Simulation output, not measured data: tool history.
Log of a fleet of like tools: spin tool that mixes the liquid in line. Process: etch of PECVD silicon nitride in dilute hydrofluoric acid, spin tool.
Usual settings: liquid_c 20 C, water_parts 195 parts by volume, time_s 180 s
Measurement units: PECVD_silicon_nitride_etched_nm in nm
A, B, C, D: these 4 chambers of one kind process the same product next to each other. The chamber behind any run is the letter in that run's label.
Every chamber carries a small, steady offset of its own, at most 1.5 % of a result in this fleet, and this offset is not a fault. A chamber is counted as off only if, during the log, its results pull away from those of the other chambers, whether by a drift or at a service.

run,hour,liquid_c,water_parts,time_s,"read-back film thickness of the PECVD silicon nitride reference wafer, read on the same gauge (nm)",PECVD_silicon_nitride_etched_nm
1A,9,20,195,180,129.99,1.8406
2D,15.7,20,195,180,129.96,1.8185
3B,22.3,20,195,180,130.01,1.7976
4C,27.7,20,195,180,130.02,1.7314
5B,32.7,20,195,180,130.02,1.821
6C,38.5,20,195,180,130.01,1.8407
7D,46.1,20,195,180,130.02,1.7582
8A,54.3,22.5,245,180,129.98,1.6852
9C,62.4,22.5,245,180,130.03,1.6527
10A,67.9,22.5,245,180,130,1.7203
11D,73.6,22.5,245,180,130.01,1.756
12B,79.2,20,195,180,130.02,1.8001
13C,85.6,20,195,180,129.99,1.7727
14D,91.3,20,195,180,129.99,1.8758
15B,96.1,20,195,235,130.01,2.4143
16A,101.7,20,195,235,130,2.3227
17D,106.8,20,195,235,130,2.4738
18C,111.6,20,195,235,130.01,2.3454
19A,121.7,20,195,180,130.01,1.8045
20B,131.5,20,145,125,129.97,1.631
21C,138.9,20,145,125,129.95,1.6517
22D,144.2,20,145,125,130.03,1.7786
23B,152.6,20,145,125,130.01,1.668
24A,162.6,20,195,180,129.99,1.8323
# hour 168.2: chamber B: thermometer replaced
25A,170.7,20,195,180,130,1.8029
26D,176.5,20,195,180,129.98,2.0721
27B,183.6,20,195,180,129.99,1.763
28C,191.1,20,195,180,129.99,1.8326
29B,195.5,22,195,250,130.02,2.8226
30D,204.8,22,195,250,129.96,3.1999
31A,212.4,22,195,250,129.96,2.839
32C,219.8,22,195,250,130.01,2.8135
33A,229.4,20,195,180,129.99,1.7788

For the next run the whole fleet of 4 chambers uses the same settings. Give each chamber's results:
34A,236.6,20,260,180,,?
34B,236.6,20,260,180,,?
34C,236.6,20,260,180,,?
34D,236.6,20,260,180,,?

run,PECVD_silicon_nitride_etched_nm
34A,1.4007
34B,1.3738
34C,1.3715
34D,1.5541
